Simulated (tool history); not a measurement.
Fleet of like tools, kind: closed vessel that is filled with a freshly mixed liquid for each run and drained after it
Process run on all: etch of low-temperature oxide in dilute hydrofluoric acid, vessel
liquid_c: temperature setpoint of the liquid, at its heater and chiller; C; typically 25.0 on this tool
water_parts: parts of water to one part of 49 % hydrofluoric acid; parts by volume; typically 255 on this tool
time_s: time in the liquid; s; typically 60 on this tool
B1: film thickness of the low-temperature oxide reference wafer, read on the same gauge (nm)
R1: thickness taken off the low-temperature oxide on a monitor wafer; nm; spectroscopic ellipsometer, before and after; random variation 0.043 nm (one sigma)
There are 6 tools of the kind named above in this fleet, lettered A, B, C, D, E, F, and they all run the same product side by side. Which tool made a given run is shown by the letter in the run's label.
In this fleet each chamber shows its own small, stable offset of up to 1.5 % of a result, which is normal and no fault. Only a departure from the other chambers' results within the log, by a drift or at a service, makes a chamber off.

{"run": "1B", "hour": 3.3, "liquid_c": 25.0, "water_parts": 255, "time_s": 60, "B1": 40.01, "R1": 4.9448}
{"run": "2D", "hour": 8.2, "liquid_c": 25.0, "water_parts": 255, "time_s": 60, "B1": 39.989, "R1": 4.9306}
{"run": "3C", "hour": 13.0, "liquid_c": 25.0, "water_parts": 255, "time_s": 60, "B1": 39.983, "R1": 4.8376}
{"run": "4F", "hour": 16.9, "liquid_c": 25.0, "water_parts": 255, "time_s": 60, "B1": 40.004, "R1": 4.7915}
{"run": "5E", "hour": 20.6, "liquid_c": 25.0, "water_parts": 255, "time_s": 60, "B1": 40.018, "R1": 4.911}
{"run": "6A", "hour": 24.3, "liquid_c": 25.0, "water_parts": 255, "time_s": 60, "B1": 39.997, "R1": 4.903}
{"run": "7A", "hour": 29.3, "liquid_c": 25.0, "water_parts": 255, "time_s": 60, "B1": 39.998, "R1": 4.9929}
{"run": "8B", "hour": 34.9, "liquid_c": 25.0, "water_parts": 255, "time_s": 60, "B1": 39.986, "R1": 4.9204}
{"run": "9D", "hour": 37.8, "liquid_c": 25.0, "water_parts": 300, "time_s": 30, "B1": 40.011, "R1": 2.0018}
{"run": "10F", "hour": 41.1, "liquid_c": 25.0, "water_parts": 300, "time_s": 30, "B1": 39.99, "R1": 1.973}
{"run": "11C", "hour": 44.1, "liquid_c": 25.0, "water_parts": 300, "time_s": 30, "B1": 40.015, "R1": 1.9816}
{"run": "12E", "hour": 48.6, "liquid_c": 25.0, "water_parts": 300, "time_s": 30, "B1": 39.992, "R1": 1.9574}
{"run": "13D", "hour": 54.3, "liquid_c": 25.0, "water_parts": 300, "time_s": 30, "B1": 40.013, "R1": 1.9785}
{"run": "14F", "hour": 58.4, "liquid_c": 25.0, "water_parts": 300, "time_s": 30, "B1": 40.0, "R1": 1.9758}
{"run": "15E", "hour": 61.6, "liquid_c": 25.0, "water_parts": 255, "time_s": 60, "B1": 40.008, "R1": 4.8724}
{"run": "16C", "hour": 65.5, "liquid_c": 25.0, "water_parts": 255, "time_s": 60, "B1": 39.99, "R1": 4.8519}
{"run": "17B", "hour": 68.1, "liquid_c": 25.0, "water_parts": 255, "time_s": 60, "B1": 39.998, "R1": 4.8972}
{"run": "18A", "hour": 70.7, "liquid_c": 25.0, "water_parts": 255, "time_s": 60, "B1": 39.981, "R1": 4.8982}
{"run": "19B", "hour": 73.7, "liquid_c": 25.0, "water_parts": 340, "time_s": 60, "B1": 39.989, "R1": 3.3791}
{"run": "20D", "hour": 79.2, "liquid_c": 25.0, "water_parts": 340, "time_s": 60, "B1": 40.015, "R1": 3.242}
{"run": "21A", "hour": 84.9, "liquid_c": 25.0, "water_parts": 340, "time_s": 60, "B1": 40.003, "R1": 3.373}
{"run": "22E", "hour": 88.3, "liquid_c": 25.0, "water_parts": 340, "time_s": 60, "B1": 39.987, "R1": 3.4404}
{"run": "23C", "hour": 93.5, "liquid_c": 25.0, "water_parts": 340, "time_s": 60, "B1": 40.013, "R1": 3.3712}
{"run": "24F", "hour": 97.3, "liquid_c": 25.0, "water_parts": 340, "time_s": 60, "B1": 40.007, "R1": 3.3176}
{"run": "25E", "hour": 102.7, "liquid_c": 25.0, "water_parts": 255, "time_s": 60, "B1": 39.992, "R1": 4.9153}
{"run": "26A", "hour": 107.7, "liquid_c": 25.0, "water_parts": 255, "time_s": 60, "B1": 40.002, "R1": 4.9381}
{"run": "27D", "hour": 110.2, "liquid_c": 25.0, "water_parts": 255, "time_s": 60, "B1": 40.021, "R1": 4.6196}
{"run": "28C", "hour": 113.6, "liquid_c": 25.0, "water_parts": 255, "time_s": 60, "B1": 39.992, "R1": 4.9392}
{"run": "29B", "hour": 116.4, "liquid_c": 25.0, "water_parts": 255, "time_s": 60, "B1": 40.005, "R1": 4.9605}
{"run": "30F", "hour": 119.1, "liquid_c": 25.0, "water_parts": 255, "time_s": 60, "B1": 39.982, "R1": 4.7746}
{"run": "31B", "hour": 122.8, "liquid_c": 25.0, "water_parts": 255, "time_s": 60, "B1": 40.004, "R1": 4.8677}
{"run": "32C", "hour": 127.4, "liquid_c": 25.0, "water_parts": 255, "time_s": 60, "B1": 39.994, "R1": 4.8716}
{"run": "33D", "hour": 133.0, "liquid_c": 25.0, "water_parts": 255, "time_s": 60, "B1": 39.995, "R1": 4.5294}
{"run": "34E", "hour": 137.5, "liquid_c": 25.0, "water_parts": 255, "time_s": 60, "B1": 40.016, "R1": 4.8778}
{"hour": 140.5, "done": "chamber D: thermometer replaced"}
{"run": "35A", "hour": 141.9, "liquid_c": 25.0, "water_parts": 255, "time_s": 60, "B1": 39.994, "R1": 4.9093}
{"run": "36F", "hour": 146.2, "liquid_c": 25.0, "water_parts": 255, "time_s": 60, "B1": 39.987, "R1": 4.8352}
{"run": "37C", "hour": 150.8, "liquid_c": 25.0, "water_parts": 255, "time_s": 60, "B1": 39.99, "R1": 4.8495}
{"run": "38E", "hour": 155.1, "liquid_c": 25.0, "water_parts": 255, "time_s": 60, "B1": 40.006, "R1": 4.8948}
{"run": "39F", "hour": 160.7, "liquid_c": 28.5, "water_parts": 255, "time_s": 95, "B1": 39.988, "R1": 8.7118}
{"run": "40D", "hour": 165.6, "liquid_c": 28.5, "water_parts": 255, "time_s": 95, "B1": 40.001, "R1": 7.9292}
{"run": "41B", "hour": 171.5, "liquid_c": 28.5, "water_parts": 255, "time_s": 95, "B1": 40.002, "R1": 8.7588}

Next, every chamber runs the same settings. What will each give?
{"run": "42A", "hour": 175.6, "liquid_c": 25.0, "water_parts": 255, "time_s": 60, "R1": "?"}
{"run": "42B", "hour": 175.6, "liquid_c": 25.0, "water_parts": 255, "time_s": 60, "R1": "?"}
{"run": "42C", "hour": 175.6, "liquid_c": 25.0, "water_parts": 255, "time_s": 60, "R1": "?"}
{"run": "42D", "hour": 175.6, "liquid_c": 25.0, "water_parts": 255, "time_s": 60, "R1": "?"}
{"run": "42E", "hour": 175.6, "liquid_c": 25.0, "water_parts": 255, "time_s": 60, "R1": "?"}
{"run": "42F", "hour": 175.6, "liquid_c": 25.0, "water_parts": 255, "time_s": 60, "R1": "?"}

run=42A R1=4.9263
run=42B R1=5.0361
run=42C R1=4.9396
run=42D R1=4.3597
run=42E R1=4.9371
run=42F R1=4.8316
